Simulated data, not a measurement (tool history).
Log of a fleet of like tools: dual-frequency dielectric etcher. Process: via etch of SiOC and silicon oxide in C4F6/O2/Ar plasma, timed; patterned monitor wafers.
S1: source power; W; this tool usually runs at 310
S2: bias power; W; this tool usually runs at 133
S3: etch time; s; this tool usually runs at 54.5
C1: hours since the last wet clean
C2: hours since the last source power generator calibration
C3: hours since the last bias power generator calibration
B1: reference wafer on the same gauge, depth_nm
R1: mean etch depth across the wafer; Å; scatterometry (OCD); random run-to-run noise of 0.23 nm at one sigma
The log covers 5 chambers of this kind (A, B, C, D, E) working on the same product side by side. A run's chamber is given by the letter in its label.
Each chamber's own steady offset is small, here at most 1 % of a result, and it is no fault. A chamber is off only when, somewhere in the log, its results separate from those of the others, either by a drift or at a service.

{"hour": 7.1, "done": "chamber C: wet clean of the chamber"}
{"run": "1A", "hour": 10.0, "S1": 310, "S2": 133, "S3": 54.5, "C1": 580.2, "C2": 2449.8, "C3": 1110.4, "B1": 54.145, "R1": 504.43}
{"run": "2B", "hour": 19.9, "S1": 310, "S2": 133, "S3": 54.5, "C1": 38.5, "C2": 959.4, "C3": 375.1, "B1": 54.164, "R1": 502.92}
{"run": "3C", "hour": 28.6, "S1": 310, "S2": 133, "S3": 54.5, "C1": 21.6, "C2": 2896.5, "C3": 379.3, "B1": 54.138, "R1": 501.7}
{"run": "4E", "hour": 34.4, "S1": 310, "S2": 133, "S3": 54.5, "C1": 69.6, "C2": 2410.5, "C3": 1674.4, "B1": 54.177, "R1": 505.6}
{"hour": 35.6, "done": "chamber A: wet clean of the chamber"}
{"run": "5D", "hour": 46.4, "S1": 310, "S2": 133, "S3": 54.5, "C1": 570.8, "C2": 46.8, "C3": 2986.8, "B1": 54.243, "R1": 507.01}
{"run": "6E", "hour": 55.2, "S1": 340, "S2": 162, "S3": 54.5, "C1": 90.4, "C2": 2431.3, "C3": 1695.2, "B1": 54.197, "R1": 560.27}
{"run": "7A", "hour": 61.6, "S1": 340, "S2": 162, "S3": 54.5, "C1": 26.0, "C2": 2501.4, "C3": 1162.0, "B1": 54.209, "R1": 555.96}
{"run": "8B", "hour": 70.1, "S1": 340, "S2": 162, "S3": 54.5, "C1": 88.7, "C2": 1009.6, "C3": 425.3, "B1": 54.182, "R1": 562.82}
{"run": "9C", "hour": 76.5, "S1": 340, "S2": 162, "S3": 54.5, "C1": 69.5, "C2": 2944.4, "C3": 427.2, "B1": 54.244, "R1": 558.54}
{"run": "10D", "hour": 85.2, "S1": 340, "S2": 162, "S3": 54.5, "C1": 609.6, "C2": 85.6, "C3": 3025.6, "B1": 54.206, "R1": 556.37}
{"run": "11A", "hour": 96.2, "S1": 350, "S2": 133, "S3": 54.5, "C1": 60.6, "C2": 2536.0, "C3": 1196.6, "B1": 54.149, "R1": 527.66}
{"run": "12B", "hour": 104.7, "S1": 350, "S2": 133, "S3": 54.5, "C1": 123.3, "C2": 1044.2, "C3": 459.9, "B1": 54.236, "R1": 534.73}
{"hour": 106.3, "done": "chamber D: wet clean of the chamber"}
{"run": "13E", "hour": 110.1, "S1": 350, "S2": 133, "S3": 54.5, "C1": 145.3, "C2": 2486.2, "C3": 1750.1, "B1": 54.204, "R1": 535.94}
{"run": "14D", "hour": 122.3, "S1": 350, "S2": 133, "S3": 54.5, "C1": 16.0, "C2": 122.7, "C3": 3062.7, "B1": 54.194, "R1": 526.42}
{"run": "15C", "hour": 127.8, "S1": 350, "S2": 133, "S3": 54.5, "C1": 120.8, "C2": 2995.7, "C3": 478.5, "B1": 54.219, "R1": 528.75}
{"run": "16D", "hour": 135.7, "S1": 310, "S2": 133, "S3": 54.5, "C1": 29.4, "C2": 136.1, "C3": 3076.1, "B1": 54.175, "R1": 509.94}
{"run": "17E", "hour": 144.2, "S1": 310, "S2": 133, "S3": 54.5, "C1": 179.4, "C2": 2520.3, "C3": 1784.2, "B1": 54.264, "R1": 510.17}
{"run": "18A", "hour": 150.2, "S1": 310, "S2": 133, "S3": 54.5, "C1": 114.6, "C2": 2590.0, "C3": 1250.6, "B1": 54.184, "R1": 505.59}
{"run": "19C", "hour": 156.3, "S1": 310, "S2": 133, "S3": 54.5, "C1": 149.3, "C2": 3024.2, "C3": 507.0, "B1": 54.134, "R1": 505.07}
{"run": "20B", "hour": 166.9, "S1": 310, "S2": 133, "S3": 54.5, "C1": 185.5, "C2": 1106.4, "C3": 522.1, "B1": 54.187, "R1": 506.69}
{"run": "21E", "hour": 173.3, "S1": 310, "S2": 133, "S3": 54.5, "C1": 208.5, "C2": 2549.4, "C3": 1813.3, "B1": 54.242, "R1": 506.47}
{"run": "22C", "hour": 182.6, "S1": 310, "S2": 133, "S3": 54.5, "C1": 175.6, "C2": 3050.5, "C3": 533.3, "B1": 54.24, "R1": 506.7}
{"run": "23A", "hour": 189.9, "S1": 310, "S2": 143, "S3": 63.0, "C1": 154.3, "C2": 2629.7, "C3": 1290.3, "B1": 54.186, "R1": 593.36}
{"run": "24D", "hour": 199.2, "S1": 310, "S2": 143, "S3": 63.0, "C1": 92.9, "C2": 199.6, "C3": 3139.6, "B1": 54.212, "R1": 595.14}
{"run": "25B", "hour": 208.8, "S1": 310, "S2": 143, "S3": 63.0, "C1": 227.4, "C2": 1148.3, "C3": 564.0, "B1": 54.238, "R1": 597.54}
{"run": "26E", "hour": 216.8, "S1": 310, "S2": 143, "S3": 63.0, "C1": 252.0, "C2": 2592.9, "C3": 1856.8, "B1": 54.16, "R1": 600.33}
{"run": "27B", "hour": 224.4, "S1": 310, "S2": 143, "S3": 63.0, "C1": 243.0, "C2": 1163.9, "C3": 579.6, "B1": 54.202, "R1": 601.84}
{"run": "28D", "hour": 235.5, "S1": 310, "S2": 133, "S3": 54.5, "C1": 129.2, "C2": 235.9, "C3": 3175.9, "B1": 54.246, "R1": 502.39}
{"run": "29A", "hour": 245.1, "S1": 310, "S2": 133, "S3": 54.5, "C1": 209.5, "C2": 2684.9, "C3": 1345.5, "B1": 54.214, "R1": 506.23}
{"run": "30C", "hour": 251.4, "S1": 310, "S2": 133, "S3": 54.5, "C1": 244.4, "C2": 3119.3, "C3": 602.1, "B1": 54.159, "R1": 499.71}
{"run": "31B", "hour": 261.6, "S1": 310, "S2": 133, "S3": 54.5, "C1": 280.2, "C2": 1201.1, "C3": 616.8, "B1": 54.205, "R1": 504.98}
{"run": "32E", "hour": 271.0, "S1": 310, "S2": 133, "S3": 54.5, "C1": 306.2, "C2": 2647.1, "C3": 1911.0, "B1": 54.237, "R1": 506.21}
{"run": "33D", "hour": 283.2, "S1": 310, "S2": 133, "S3": 54.5, "C1": 176.9, "C2": 283.6, "C3": 3223.6, "B1": 54.239, "R1": 502.87}
{"run": "34A", "hour": 291.7, "S1": 310, "S2": 133, "S3": 54.5, "C1": 256.1, "C2": 2731.5, "C3": 1392.1, "B1": 54.179, "R1": 506.77}
{"run": "35C", "hour": 297.1, "S1": 310, "S2": 133, "S3": 54.5, "C1": 290.1, "C2": 3165.0, "C3": 647.8, "B1": 54.217, "R1": 506.81}
{"run": "36A", "hour": 304.3, "S1": 310, "S2": 133, "S3": 54.5, "C1": 268.7, "C2": 2744.1, "C3": 1404.7, "B1": 54.26, "R1": 503.84}
{"run": "37D", "hour": 315.6, "S1": 310, "S2": 133, "S3": 54.5, "C1": 209.3, "C2": 316.0, "C3": 3256.0, "B1": 54.206, "R1": 505.07}
{"run": "38B", "hour": 326.2, "S1": 350, "S2": 133, "S3": 43.5, "C1": 344.8, "C2": 1265.7, "C3": 681.4, "B1": 54.255, "R1": 422.79}
{"run": "39E", "hour": 337.4, "S1": 350, "S2": 133, "S3": 43.5, "C1": 372.6, "C2": 2713.5, "C3": 1977.4, "B1": 54.176, "R1": 427.39}
{"run": "40C", "hour": 347.7, "S1": 350, "S2": 133, "S3": 43.5, "C1": 340.7, "C2": 3215.6, "C3": 698.4, "B1": 54.162, "R1": 421.16}

The same settings go to every chamber for the next run, one line per chamber below. Forecast the results for each:
{"run": "41A", "hour": 356.6, "S1": 310, "S2": 133, "S3": 54.5, "R1": "?"}
{"run": "41B", "hour": 356.6, "S1": 310, "S2": 133, "S3": 54.5, "R1": "?"}
{"run": "41C", "hour": 356.6, "S1": 310, "S2": 133, "S3": 54.5, "R1": "?"}
{"run": "41D", "hour": 356.6, "S1": 310, "S2": 133, "S3": 54.5, "R1": "?"}
{"run": "41E", "hour": 356.6, "S1": 310, "S2": 133, "S3": 54.5, "R1": "?"}

run=41A R1=507.01
run=41B R1=507.78
run=41C R1=509.77
run=41D R1=503.26
run=41E R1=508.17
